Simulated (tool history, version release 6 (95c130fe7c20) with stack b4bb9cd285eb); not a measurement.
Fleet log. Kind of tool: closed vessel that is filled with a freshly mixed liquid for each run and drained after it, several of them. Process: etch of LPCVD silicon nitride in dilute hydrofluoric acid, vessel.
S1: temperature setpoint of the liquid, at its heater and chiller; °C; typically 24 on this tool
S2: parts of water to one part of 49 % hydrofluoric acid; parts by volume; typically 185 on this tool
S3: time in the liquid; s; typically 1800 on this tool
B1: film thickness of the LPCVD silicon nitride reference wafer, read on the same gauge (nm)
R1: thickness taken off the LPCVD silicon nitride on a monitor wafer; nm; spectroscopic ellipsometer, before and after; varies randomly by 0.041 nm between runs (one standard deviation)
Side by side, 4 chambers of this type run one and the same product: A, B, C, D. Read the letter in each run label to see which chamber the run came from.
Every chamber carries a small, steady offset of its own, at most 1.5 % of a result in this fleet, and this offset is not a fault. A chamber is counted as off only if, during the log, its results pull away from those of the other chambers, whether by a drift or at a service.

Run 1A, hour 10.3: usual settings; B1 50.036. Result: R1 4.4181 nm.
Run 2D, hour 15.9: usual settings; B1 50.007. Result: R1 4.2915 nm.
Run 3C, hour 24.1: usual settings; B1 49.976. Result: R1 4.3852 nm.
Run 4B, hour 30.9: usual settings; B1 50.007. Result: R1 4.3606 nm.
Run 5A, hour 41.3: usual settings; B1 49.984. Result: R1 4.336 nm.
Run 6D, hour 51.2: usual settings; B1 50.014. Result: R1 4.3377 nm.
Run 7C, hour 59.7: usual settings; B1 49.949. Result: R1 4.4184 nm.
Run 8B, hour 69.6: usual settings; B1 50.021. Result: R1 4.4067 nm.
Run 9D, hour 76.2: usual settings; B1 49.984. Result: R1 4.3014 nm.
Run 10C, hour 80.9: usual settings; B1 50.016. Result: R1 4.4066 nm.
Run 11B, hour 87.9: usual settings; B1 50.03. Result: R1 4.5112 nm.
Run 12A, hour 95.8: usual settings but S3 1195 s; B1 49.973. Result: R1 2.8663 nm.
Run 13C, hour 105.1: usual settings but S3 1195 s; B1 49.982. Result: R1 2.9418 nm.
Run 14D, hour 111.3: usual settings but S3 1195 s; B1 50.029. Result: R1 2.9005 nm.
Run 15A, hour 117.1: usual settings but S3 1195 s; B1 49.979. Result: R1 2.8718 nm.
Run 16B, hour 125.8: usual settings; B1 50.026. Result: R1 4.4029 nm.
Run 17B, hour 133: usual settings; B1 50.02. Result: R1 4.3884 nm.
Run 18C, hour 142.4: usual settings but S1 28.5 °C; B1 50.036. Result: R1 5.8972 nm.
Run 19A, hour 149.9: usual settings but S1 28.5 °C; B1 49.943. Result: R1 5.8652 nm.
Run 20D, hour 155.4: usual settings but S1 28.5 °C; B1 50. Result: R1 5.6798 nm.
Run 21D, hour 161.1: usual settings but S1 28.5 °C; B1 49.987. Result: R1 5.7268 nm.
At hour 165.3: chamber D: thermometer replaced.
Run 22C, hour 166.2: usual settings but S1 20.5 °C, S3 2400 s; B1 49.952. Result: R1 4.726 nm.
Run 23A, hour 173.1: usual settings but S1 20.5 °C, S3 2400 s; B1 50.009. Result: R1 4.6715 nm.
Run 24B, hour 183: usual settings but S1 20.5 °C, S3 2400 s; B1 50.009. Result: R1 4.6248 nm.
Run 25B, hour 189.8: usual settings but S1 20.5 °C, S3 2400 s; B1 49.974. Result: R1 4.6681 nm.
Run 26A, hour 198.8: usual settings; B1 49.989. Result: R1 4.4231 nm.
Run 27C, hour 207.5: usual settings but S1 21 °C; B1 49.992. Result: R1 3.7279 nm.
Run 28D, hour 215.5: usual settings but S1 21 °C; B1 50.027. Result: R1 3.6285 nm.
Run 29B, hour 224: usual settings but S1 21 °C; B1 49.983. Result: R1 3.581 nm.
Run 30A, hour 234.3: usual settings but S1 21 °C; B1 50.022. Result: R1 3.6084 nm.
Run 31C, hour 243.7: usual settings; B1 50.009. Result: R1 4.606 nm.
Run 32D, hour 251.2: usual settings; B1 50.011. Result: R1 4.3356 nm.
Run 33A, hour 258.7: usual settings; B1 49.963. Result: R1 4.3478 nm.
Run 34C, hour 268.3: usual settings; B1 49.976. Result: R1 4.5443 nm.
Run 35D, hour 273.7: usual settings but S1 25.5 °C, S3 2615 s; B1 50.026. Result: R1 6.927 nm.
Run 36B, hour 279.8: usual settings but S1 25.5 °C, S3 2615 s; B1 50.022. Result: R1 6.9774 nm.
Run 37C, hour 288.2: usual settings but S1 25.5 °C, S3 2615 s; B1 50.014. Result: R1 7.4259 nm.
Run 38B, hour 293.5: usual settings but S1 25.5 °C, S3 2615 s; B1 50.007. Result: R1 7.0845 nm.
Run 39A, hour 298.9: usual settings; B1 49.987. Result: R1 4.4297 nm.
Run 40D, hour 309.2: usual settings; B1 50.001. Result: R1 4.3375 nm.
Run 41A, hour 319.4: usual settings; B1 49.992. Result: R1 4.4008 nm.

Has any chamber moved away from the others, gradually or after a service, or does the common gauge drift, or do the chambers differ only by their own small steady offsets? State the chamber and the most likely cause if one applies.

It is chamber C that slowly wanders off from its peers.
Likeliest cause: hydrofluoric acid flow above the setpoint (%) = 6.37.
Not necessarily distinguishable in this log from: liquid hotter than its thermometer reads (K).

Which of the 4 candidates below, each the usual settings with something changed and its results left as question marks, puts chamber C back in line with what the other chambers give on the usual settings?
Maximum distance from the other chambers' mean on the usual settings for a result to count as in line: R1 0.14 nm
Run 42C-1, hour 327.1: usual settings but S2 180 parts by volume, S3 1860 s. Result: R1 ?.
Run 42C-2, hour 327.1: usual settings but S1 23.5 °C, S2 190 parts by volume. Result: R1 ?.
Run 42C-3, hour 327.1: usual settings but S1 23.5 °C, S3 1630 s. Result: R1 ?.
Run 42C-4, hour 327.1: usual settings but S1 24.5 °C, S2 170 parts by volume. Result: R1 ?.

The other chambers' mean on the usual settings: R1 4.3656 nm
  run      R1
42C-1  4.9702
42C-2  4.4126
42C-3  4.1037
42C-4  5.2599
42C-2 puts the chamber back in line with the other chambers.
